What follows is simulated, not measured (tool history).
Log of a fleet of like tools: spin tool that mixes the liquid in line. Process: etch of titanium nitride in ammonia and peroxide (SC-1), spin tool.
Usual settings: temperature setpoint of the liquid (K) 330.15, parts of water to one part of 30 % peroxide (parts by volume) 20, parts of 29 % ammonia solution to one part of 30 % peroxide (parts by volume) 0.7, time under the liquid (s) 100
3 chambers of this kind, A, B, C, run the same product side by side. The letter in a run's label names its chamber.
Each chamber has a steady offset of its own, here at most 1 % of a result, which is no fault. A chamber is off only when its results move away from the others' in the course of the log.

run	day	temperature setpoint of the liquid (K)	parts of water to one part of 30 % peroxide (parts by volume)	parts of 29 % ammonia solution to one part of 30 % peroxide (parts by volume)	time under the liquid (s)	hours since the thermometer was replaced	hours since the ammonia flow meter was replaced	hours since the heated supply line was repaired	hours since the drum of ammonia solution was connected	read-back film thickness of the titanium nitride reference wafer, read on the same gauge (nm)	thickness taken off the titanium nitride on a monitor wafer (angstrom)
1A	0.388	330.15	20	0.7	100	346.6	379.2	22.3	357.3	59.996	59.672
2B	0.638	330.15	20	0.7	100	443.3	39.9	1717.1	807.6	60.004	59.941
3C	0.921	330.15	20	0.7	100	1081.6	1190.8	795.6	347.6	60.015	58.761
4A	1.233	330.15	20	0.7	100	366.9	399.5	42.6	377.6	60.006	59.447
5B	1.771	330.15	20	0.7	100	470.5	67.1	1744.3	834.8	59.991	59.360
6C	2.108	330.15	20	0.7	130	1110.1	1219.3	824.1	376.1	60.009	76.388
7B	2.571	330.15	20	0.7	130	489.7	86.3	1763.5	854.0	60.016	78.084
8A	3.079	330.15	20	0.7	130	411.2	443.8	86.9	421.9	60.024	77.470
9C	3.612	330.15	20	0.7	100	1146.2	1255.4	860.2	412.2	60.009	59.055
# day 3.896: chamber B: new drum of ammonia solution connected
10B	4.162	330.15	20	0.7	100	527.9	124.5	1801.7	6.4	60.004	59.668
11C	4.675	330.15	20	0.7	100	1171.7	1280.9	885.7	437.7	60.006	59.097
12A	5.167	330.15	20	0.7	100	461.3	493.9	137.0	472.0	60.000	59.347
# day 5.458: chamber A: thermometer replaced
13B	5.646	330.15	20	0.7	100	563.5	160.1	1837.3	42.0	60.014	60.472
14A	5.942	330.15	20	0.7	100	11.6	512.5	155.6	490.6	60.004	59.560
15C	6.458	330.15	20	0.7	100	1214.5	1323.7	928.5	480.5	59.996	58.605
16A	6.717	330.15	20	0.7	100	30.2	531.1	174.2	509.2	60.000	59.493
17C	7.146	330.15	20	0.7	100	1231.0	1340.2	945.0	497.0	59.984	58.033
18B	7.592	330.15	20	0.7	100	610.2	206.8	1884.0	88.7	59.994	59.497
# day 7.654: chamber B: heated supply line repaired
19B	7.971	330.15	20	0.7	100	619.3	215.9	7.6	97.8	60.001	59.991
# day 8.179: chamber A: new drum of ammonia solution connected
20C	8.388	330.15	20	0.7	100	1260.8	1370.0	974.8	526.8	60.007	57.629
21A	8.658	330.15	20	0.7	100	76.8	577.7	220.8	11.5	60.013	60.284
22B	8.917	330.15	20	0.7	100	642.0	238.6	30.3	120.5	59.981	59.786
23C	9.233	330.15	20	0.7	50	1281.1	1390.3	995.1	547.1	59.997	28.635
24A	9.717	330.15	20	0.7	50	102.2	603.1	246.2	36.9	60.011	29.936
# day 9.858: chamber C: new drum of ammonia solution connected
25C	10.038	330.15	20	0.7	50	1300.4	1409.6	1014.4	4.4	60.001	28.283
26A	10.492	330.15	20	0.7	100	120.8	621.7	264.8	55.5	60.004	59.840

Next, every chamber runs the same settings. What will each give?
27A	10.892	322.65	20	0.7	100						?
27B	10.892	322.65	20	0.7	100						?
27C	10.892	322.65	20	0.7	100						?

run	thickness taken off the titanium nitride on a monitor wafer (angstrom)
27A	36.119
27B	35.649
27C	33.728

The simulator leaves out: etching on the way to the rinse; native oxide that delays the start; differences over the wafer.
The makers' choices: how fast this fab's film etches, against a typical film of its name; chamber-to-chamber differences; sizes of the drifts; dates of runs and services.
